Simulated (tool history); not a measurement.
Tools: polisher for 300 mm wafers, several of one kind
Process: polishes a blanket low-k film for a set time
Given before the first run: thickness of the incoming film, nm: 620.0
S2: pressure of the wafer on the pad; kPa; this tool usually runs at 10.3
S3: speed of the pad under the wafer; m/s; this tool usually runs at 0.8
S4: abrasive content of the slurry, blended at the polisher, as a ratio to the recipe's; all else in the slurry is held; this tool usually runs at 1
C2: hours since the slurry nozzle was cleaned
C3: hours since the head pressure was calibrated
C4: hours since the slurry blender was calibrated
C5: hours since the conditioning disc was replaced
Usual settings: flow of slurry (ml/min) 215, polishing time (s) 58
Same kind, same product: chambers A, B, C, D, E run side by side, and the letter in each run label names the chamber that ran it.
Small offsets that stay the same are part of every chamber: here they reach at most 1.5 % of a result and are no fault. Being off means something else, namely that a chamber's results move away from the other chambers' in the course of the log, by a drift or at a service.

At hour 3.3: chamber A: worn pad replaced by a new one.
Run 1D, hour 10.1: usual settings; wafers polished on this pad 169; C2 265.3; C3 113.4; C4 119.1; C5 92. Result: film removed (nm) 17.117.
Run 2E, hour 16.2: usual settings; wafers polished on this pad 206; C2 218.9; C3 1327.8; C4 131.1; C5 277.7. Result: film removed (nm) 16.837.
Run 3B, hour 28.4: usual settings; wafers polished on this pad 877; C2 87.3; C3 443; C4 298.4; C5 274.4. Result: film removed (nm) 17.156.
At hour 30.6: chamber C: worn pad replaced by a new one.
At hour 37.2: chamber E: conditioning disc replaced and pad reconditioned.
Run 4C, hour 40.1: usual settings; wafers polished on this pad 53; C2 271.3; C3 43.5; C4 283.6; C5 191.6. Result: film removed (nm) 16.884.
Run 5A, hour 48.2: usual settings; wafers polished on this pad 250; C2 801.6; C3 1288.9; C4 53; C5 219.9. Result: film removed (nm) 17.272.
Run 6A, hour 59.9: usual settings; wafers polished on this pad 315; C2 813.3; C3 1300.6; C4 64.7; C5 231.6. Result: film removed (nm) 17.153.
At hour 61.7: chamber A: head pressure recalibrated.
Run 7C, hour 69.6: usual settings; wafers polished on this pad 217; C2 300.8; C3 73; C4 313.1; C5 221.1. Result: film removed (nm) 16.994.
Run 8D, hour 76.1: usual settings; wafers polished on this pad 537; C2 331.3; C3 179.4; C4 185.1; C5 158. Result: film removed (nm) 16.294.
At hour 85.7: chamber B: worn pad replaced by a new one.
Run 9B, hour 86.3: usual settings; wafers polished on this pad 3; C2 145.2; C3 500.9; C4 356.3; C5 332.3. Result: film removed (nm) 17.32.
Run 10E, hour 92.7: usual settings; wafers polished on this pad 633; C2 295.4; C3 1404.3; C4 207.6; C5 55.6. Result: film removed (nm) 16.905.
At hour 98.1: chamber D: slurry blender recalibrated.
Run 11E, hour 99.8: usual settings but S4 1.25; wafers polished on this pad 672; C2 302.5; C3 1411.4; C4 214.7; C5 62.7. Result: film removed (nm) 18.896.
Run 12C, hour 106.7: usual settings but S4 1.25; wafers polished on this pad 424; C2 337.9; C3 110.1; C4 350.2; C5 258.2. Result: film removed (nm) 18.726.
Run 13B, hour 116.5: usual settings but S4 1.25; wafers polished on this pad 172; C2 175.4; C3 531.1; C4 386.5; C5 362.5. Result: film removed (nm) 18.864.
At hour 122.2: chamber C: slurry blender recalibrated.
Run 14D, hour 122.3: usual settings but S4 1.25; wafers polished on this pad 795; C2 377.5; C3 225.6; C4 24.2; C5 204.2. Result: film removed (nm) 18.169.
Run 15A, hour 131.8: usual settings but S4 1.25; wafers polished on this pad 716; C2 885.2; C3 70.1; C4 136.6; C5 303.5. Result: film removed (nm) 18.761.
At hour 135.1: chamber C: slurry nozzle cleaned.
At hour 139.1: chamber B: head pressure recalibrated.
Run 16D, hour 139.6: usual settings; wafers polished on this pad 891; C2 394.8; C3 242.9; C4 41.5; C5 221.5. Result: film removed (nm) 16.772.
Run 17A, hour 149.4: usual settings; wafers polished on this pad 815; C2 902.8; C3 87.7; C4 154.2; C5 321.1. Result: film removed (nm) 17.013.
At hour 152.2: chamber C: worn pad replaced by a new one.
Run 18C, hour 156: usual settings; wafers polished on this pad 21; C2 20.9; C3 159.4; C4 33.8; C5 307.5. Result: film removed (nm) 17.18.
At hour 164.5: chamber A: slurry blender recalibrated.
At hour 164.7: chamber A: slurry nozzle cleaned.
Run 19E, hour 166.2: usual settings; wafers polished on this pad 1043; C2 368.9; C3 1477.8; C4 281.1; C5 129.1. Result: film removed (nm) 17.177.
Run 20B, hour 171.9: usual settings; wafers polished on this pad 481; C2 230.8; C3 32.9; C4 441.9; C5 417.9. Result: film removed (nm) 16.233.
At hour 174.9: chamber E: slurry blender recalibrated.
At hour 177.6: chamber C: conditioning disc replaced and pad reconditioned.
At hour 181.2: chamber B: conditioning disc replaced and pad reconditioned.
Run 21C, hour 181.5: usual settings; wafers polished on this pad 163; C2 46.4; C3 184.9; C4 59.3; C5 3.9. Result: film removed (nm) 17.048.
At hour 186.3: chamber D: worn pad replaced by a new one.
Run 22D, hour 190.4: usual settings; wafers polished on this pad 22; C2 445.6; C3 293.7; C4 92.3; C5 272.3. Result: film removed (nm) 17.025.
Run 23A, hour 198.5: usual settings but flow of slurry (ml/min) 275, polishing time (s) 51; wafers polished on this pad 1088; C2 33.8; C3 136.8; C4 34.1; C5 370.2. Result: film removed (nm) 15.203.
At hour 201.6: chamber A: worn pad replaced by a new one.
Run 24E, hour 206.3: usual settings but flow of slurry (ml/min) 275, polishing time (s) 51; wafers polished on this pad 1267; C2 409; C3 1517.9; C4 31.4; C5 169.2. Result: film removed (nm) 15.208.
At hour 208.9: chamber B: slurry nozzle cleaned.
Run 25B, hour 211.7: usual settings but flow of slurry (ml/min) 275, polishing time (s) 51; wafers polished on this pad 703; C2 2.9; C3 72.7; C4 481.7; C5 30.6. Result: film removed (nm) 14.539.
At hour 213.8: chamber E: worn pad replaced by a new one.
Run 26E, hour 218.2: usual settings but flow of slurry (ml/min) 275, polishing time (s) 51; wafers polished on this pad 24; C2 420.9; C3 1529.8; C4 43.3; C5 181.1. Result: film removed (nm) 15.359.
At hour 219.9: chamber A: conditioning disc replaced and pad reconditioned.
Run 27D, hour 223.6: usual settings but flow of slurry (ml/min) 275, polishing time (s) 51; wafers polished on this pad 208; C2 478.8; C3 326.9; C4 125.5; C5 305.5. Result: film removed (nm) 15.149.
Run 28C, hour 232.9: usual settings; wafers polished on this pad 450; C2 97.8; C3 236.3; C4 110.7; C5 55.3. Result: film removed (nm) 17.143.
Run 29B, hour 244.3: usual settings; wafers polished on this pad 884; C2 35.5; C3 105.3; C4 514.3; C5 63.2. Result: film removed (nm) 15.188.
At hour 248.4: chamber C: worn pad replaced by a new one.
Run 30A, hour 254.7: usual settings but S2 13.1 kPa, polishing time (s) 49; wafers polished on this pad 296; C2 90; C3 193; C4 90.3; C5 34.8. Result: film removed (nm) 17.954.
Run 31A, hour 265.5: usual settings but S2 13.1 kPa, polishing time (s) 49; wafers polished on this pad 356; C2 100.8; C3 203.8; C4 101.1; C5 45.6. Result: film removed (nm) 18.619.
At hour 271.2: chamber D: conditioning disc replaced and pad reconditioned.
At hour 272.6: chamber D: slurry blender recalibrated.
Run 32B, hour 273.5: usual settings but S2 13.1 kPa, polishing time (s) 49; wafers polished on this pad 1047; C2 64.7; C3 134.5; C4 543.5; C5 92.4. Result: film removed (nm) 15.915.
Run 33C, hour 280.5: usual settings but S2 13.1 kPa, polishing time (s) 49; wafers polished on this pad 179; C2 145.4; C3 283.9; C4 158.3; C5 102.9. Result: film removed (nm) 18.437.
Run 34D, hour 287.4: usual settings but S2 13.1 kPa, polishing time (s) 49; wafers polished on this pad 564; C2 542.6; C3 390.7; C4 14.8; C5 16.3. Result: film removed (nm) 18.113.
Run 35E, hour 299.5: usual settings; wafers polished on this pad 478; C2 502.2; C3 1611.1; C4 124.6; C5 262.4. Result: film removed (nm) 16.642.
Run 36B, hour 306: usual settings; wafers polished on this pad 1229; C2 97.2; C3 167; C4 576; C5 124.9. Result: film removed (nm) 14.507.

Predict what each chamber gives when all 5 of them run the settings below next.
Run 37A, hour 314.8: usual settings. Result: film removed (nm) ?.
Run 37B, hour 314.8: usual settings. Result: film removed (nm) ?.
Run 37C, hour 314.8: usual settings. Result: film removed (nm) ?.
Run 37D, hour 314.8: usual settings. Result: film removed (nm) ?.
Run 37E, hour 314.8: usual settings. Result: film removed (nm) ?.

run  film removed (nm)
37A             16.693
37B             14.629
37C             16.923
37D             16.752
37E             16.948

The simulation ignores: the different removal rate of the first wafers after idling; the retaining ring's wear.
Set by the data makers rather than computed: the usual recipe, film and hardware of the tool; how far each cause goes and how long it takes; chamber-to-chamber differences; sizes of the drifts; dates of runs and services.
